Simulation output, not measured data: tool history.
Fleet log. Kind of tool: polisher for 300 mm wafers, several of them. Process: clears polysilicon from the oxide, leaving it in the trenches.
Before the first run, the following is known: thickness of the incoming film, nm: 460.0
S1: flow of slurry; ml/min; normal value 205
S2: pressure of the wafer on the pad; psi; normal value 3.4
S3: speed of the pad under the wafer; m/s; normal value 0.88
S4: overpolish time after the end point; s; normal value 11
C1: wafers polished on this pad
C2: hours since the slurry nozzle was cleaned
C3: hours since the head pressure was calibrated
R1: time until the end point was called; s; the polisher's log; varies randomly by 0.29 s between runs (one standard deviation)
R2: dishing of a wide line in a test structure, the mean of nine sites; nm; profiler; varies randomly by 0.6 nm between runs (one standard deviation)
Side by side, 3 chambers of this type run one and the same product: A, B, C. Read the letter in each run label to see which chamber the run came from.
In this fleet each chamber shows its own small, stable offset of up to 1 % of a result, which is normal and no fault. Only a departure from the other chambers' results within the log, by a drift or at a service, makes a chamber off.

run	hour	S1	S2	S3	S4	C1	C2	C3	R1	R2
1C	13.9	205	3.4	0.88	11	493	563.4	384	28.618	59.591
# hour 21.2: chamber C: worn pad replaced by a new one
# hour 25.5: chamber B: slurry nozzle cleaned
2A	25.6	205	3.4	0.88	11	471	407.2	335.5	28.96	59.959
3B	35.8	205	3.4	0.88	11	589	10.3	570.1	29.938	59.125
4B	45.4	205	3.4	0.88	11	715	19.9	579.7	29.343	60.244
5C	53.6	205	3.4	0.88	11	427	603.1	423.7	28.849	58.543
6A	60.8	205	3.4	0.88	11	935	442.4	370.7	29.166	59.302
# hour 62.8: chamber C: slurry nozzle cleaned
# hour 63: chamber C: worn pad replaced by a new one
7C	74	205	3.4	0.88	11	145	11.3	444.1	29.756	58.517
8B	81.1	205	3.4	0.88	11	1185	55.6	615.4	29.573	58.937
# hour 83.8: chamber B: worn pad replaced by a new one
# hour 90.7: chamber A: worn pad replaced by a new one
9A	94.7	170	3.4	0.88	6	53	476.3	404.6	29.702	49.402
# hour 96.9: chamber A: slurry nozzle cleaned
10B	104.4	170	3.4	0.88	6	271	78.9	638.7	30.251	48.779
# hour 107.7: chamber C: worn pad replaced by a new one
# hour 108.6: chamber A: head pressure recalibrated
11A	113.2	170	3.4	0.88	6	297	16.4	4.7	30.259	48.995
12C	120.9	205	3.4	0.88	11	174	58.2	491	29.343	59.154
# hour 122.3: chamber B: head pressure recalibrated
13C	136.9	205	3.4	0.88	11	384	74.2	507	29.153	58.677
# hour 146.5: chamber C: worn pad replaced by a new one
14A	150.9	165	3.4	0.88	14	794	54.1	42.4	30.129	62.721
# hour 166.8: chamber B: worn pad replaced by a new one
15B	166.8	165	3.4	0.88	14	0	141.3	44.5	30.014	61.825
16A	179.6	165	3.4	0.88	14	1171	82.8	71.1	29.969	62.857
# hour 192.5: chamber C: worn pad replaced by a new one
17B	192.6	205	3.4	0.88	11	340	167.1	70.3	29.781	60.02
# hour 195.8: chamber A: worn pad replaced by a new one
18C	202.5	205	3.4	0.88	11	131	139.8	572.6	29.748	58.435
19A	215.1	205	3.4	0.88	11	255	118.3	106.6	29.395	60.618
20B	225.7	205	3.4	0.88	11	776	200.2	103.4	29.484	60.35

All chambers now run identical settings, listed one chamber a line with results as question marks. What results will each chamber show?
21A	237.3	205	3.4	0.88	11				?	?
21B	237.3	205	3.4	0.88	11				?	?
21C	237.3	205	3.4	0.88	11				?	?

run	R1	R2
21A	29.05	61.034
21B	29.638	60.441
21C	29.479	59.163
